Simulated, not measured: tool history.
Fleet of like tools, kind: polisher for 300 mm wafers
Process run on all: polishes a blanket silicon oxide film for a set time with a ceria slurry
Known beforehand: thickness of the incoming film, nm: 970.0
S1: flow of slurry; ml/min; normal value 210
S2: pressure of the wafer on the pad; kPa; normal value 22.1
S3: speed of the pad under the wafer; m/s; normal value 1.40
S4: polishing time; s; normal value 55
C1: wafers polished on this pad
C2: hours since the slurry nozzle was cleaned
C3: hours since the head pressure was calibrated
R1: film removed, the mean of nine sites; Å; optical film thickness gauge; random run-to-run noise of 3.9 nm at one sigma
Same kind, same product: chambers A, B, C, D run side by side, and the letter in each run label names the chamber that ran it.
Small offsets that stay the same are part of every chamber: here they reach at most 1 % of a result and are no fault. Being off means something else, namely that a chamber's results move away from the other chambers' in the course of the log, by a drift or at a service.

run,hour,S1,S2,S3,S4,C1,C2,C3,R1
1B,6.4,210,22.1,1.40,55,1021,28.1,852.8,3895.5
# hour 13.1: chamber C: worn pad replaced by a new one
2D,14.4,210,22.1,1.40,55,136,268.3,848.5,3899.8
3C,25.0,210,22.1,1.40,55,106,322.5,285.9,3826.0
4A,33.2,210,22.1,1.40,55,474,491.7,547.7,3847.8
# hour 38.6: chamber D: slurry nozzle cleaned
5C,41.8,210,22.1,1.40,55,255,339.3,302.7,3850.2
6A,48.1,210,22.1,1.40,55,607,506.6,562.6,3815.1
7B,55.1,270,22.1,1.12,55,1454,76.8,901.5,3161.6
# hour 55.2: chamber D: worn pad replaced by a new one
# hour 56.4: chamber B: worn pad replaced by a new one
8D,59.8,270,22.1,1.12,55,41,21.3,893.9,3179.0
9A,64.7,270,22.1,1.12,55,755,523.2,579.2,3119.3
10C,70.2,270,22.1,1.12,55,508,367.7,331.1,3169.7
11D,78.0,210,22.1,1.40,55,203,39.5,912.1,3958.3
# hour 84.6: chamber A: worn pad replaced by a new one
12B,86.2,210,22.1,1.40,55,265,107.9,932.6,3892.6
13A,94.3,210,22.1,1.40,55,86,552.8,608.8,3816.6
# hour 98.5: chamber C: slurry nozzle cleaned
14B,100.3,210,22.1,1.40,55,391,122.0,946.7,3882.2
# hour 100.7: chamber A: slurry nozzle cleaned
# hour 102.7: chamber A: head pressure recalibrated
15D,108.4,210,22.1,1.40,55,473,69.9,942.5,3823.8
16C,113.5,210,22.1,1.40,55,894,15.0,374.4,3899.2
# hour 118.5: chamber D: worn pad replaced by a new one
17C,120.3,210,22.1,1.40,55,954,21.8,381.2,3794.5
# hour 125.2: chamber B: head pressure recalibrated
18D,130.0,210,22.1,1.40,55,102,91.5,964.1,3861.8
19B,136.0,210,22.1,1.40,55,708,157.7,10.8,3857.7
# hour 139.5: chamber C: worn pad replaced by a new one
20A,146.6,210,22.1,1.40,55,552,45.9,43.9,4130.1
21C,157.2,210,22.1,1.40,55,158,58.7,418.1,3844.9
22D,163.8,210,22.1,1.40,55,403,125.3,997.9,3826.0
23B,171.1,210,22.1,1.40,55,1021,192.8,45.9,3901.8
24A,177.9,210,22.1,1.40,55,831,77.2,75.2,4119.9
# hour 181.3: chamber D: worn pad replaced by a new one
# hour 182.9: chamber A: worn pad replaced by a new one
25C,184.1,210,22.1,1.00,55,397,85.6,445.0,2711.4
26D,189.7,210,22.1,1.00,55,75,151.2,1023.8,2760.3
27B,200.4,210,22.1,1.00,55,1282,222.1,75.2,2739.5
28A,210.3,210,22.1,1.00,55,244,109.6,107.6,2950.8

Next, all 4 chambers run the settings below, one line each with question marks for the results. What does each chamber give?
29A,218.1,245,22.1,1.40,55,,,,?
29B,218.1,245,22.1,1.40,55,,,,?
29C,218.1,245,22.1,1.40,55,,,,?
29D,218.1,245,22.1,1.40,55,,,,?

run,R1
29A,4321.5
29B,3896.8
29C,3885.3
29D,3893.5
